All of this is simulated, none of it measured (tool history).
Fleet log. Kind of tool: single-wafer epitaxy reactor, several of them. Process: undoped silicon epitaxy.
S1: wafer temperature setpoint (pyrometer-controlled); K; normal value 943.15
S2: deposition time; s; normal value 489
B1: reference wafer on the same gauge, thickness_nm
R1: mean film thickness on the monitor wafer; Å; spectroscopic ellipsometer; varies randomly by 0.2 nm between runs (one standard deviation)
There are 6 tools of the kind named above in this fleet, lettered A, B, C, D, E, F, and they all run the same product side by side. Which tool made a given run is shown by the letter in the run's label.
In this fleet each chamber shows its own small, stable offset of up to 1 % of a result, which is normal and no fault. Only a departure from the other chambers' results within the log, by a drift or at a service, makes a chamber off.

run,hour,S1,S2,B1,R1
# hour 6.8: chamber B: pyrometer calibrated
1F,8.4,943.15,489,122,1261.2
2D,15.9,943.15,489,122.05,1255
3A,31.8,943.15,489,122.01,1253.6
4B,47.7,943.15,489,122.11,1254.9
5E,60.6,943.15,489,122.09,1264.6
6C,69.9,943.15,489,122.16,1254.1
7A,85.1,943.15,489,122.21,1249.6
8C,96.8,943.15,489,122.16,1259.8
9B,105.1,953.15,405,122.19,1276.9
10D,116.8,953.15,405,122.26,1281.6
11E,131.1,953.15,405,122.21,1294.2
12F,138.8,953.15,405,122.25,1286.6
13A,153.6,953.15,405,122.28,1276
14F,166.5,953.15,405,122.26,1286.6
15E,179.5,943.15,489,122.33,1265.2
16D,189.5,943.15,489,122.38,1257.2
17C,201.6,943.15,489,122.33,1264.4
18B,211.1,943.15,489,122.41,1255.9
19B,222.1,943.15,489,122.4,1258.9
20F,230.5,943.15,489,122.4,1260.9
21A,238.5,943.15,489,122.37,1257
22E,247.6,943.15,489,122.49,1268.6
23C,262.8,943.15,489,122.51,1263.1
24D,274.3,943.15,489,122.49,1261.6
25A,286.3,943.15,489,122.53,1258.3
26D,301.5,943.15,489,122.51,1261.4
27F,313.2,943.15,489,122.59,1264.8
28E,329.5,943.15,489,122.6,1272.5
29C,340.4,943.15,489,122.54,1261
30B,353,943.15,489,122.64,1260.6
31F,361.9,943.15,489,122.66,1262.1
32C,376.3,943.15,489,122.7,1266.3
33D,392.5,943.15,489,122.74,1259.5
34E,409,943.15,489,122.75,1273.8
35A,416.7,943.15,489,122.76,1257.4
36B,426.1,943.15,489,122.82,1256.7

Which is it: a chamber that has drifted or been left off by a service, a gauge drift common to all chambers, or only each chamber's usual small offset? If a chamber is off, name it and its likeliest cause.

None of the chambers is off. What moves is the gauge, dragging all their readings along together.
Cause: gauge reads high (%) = 0.652.
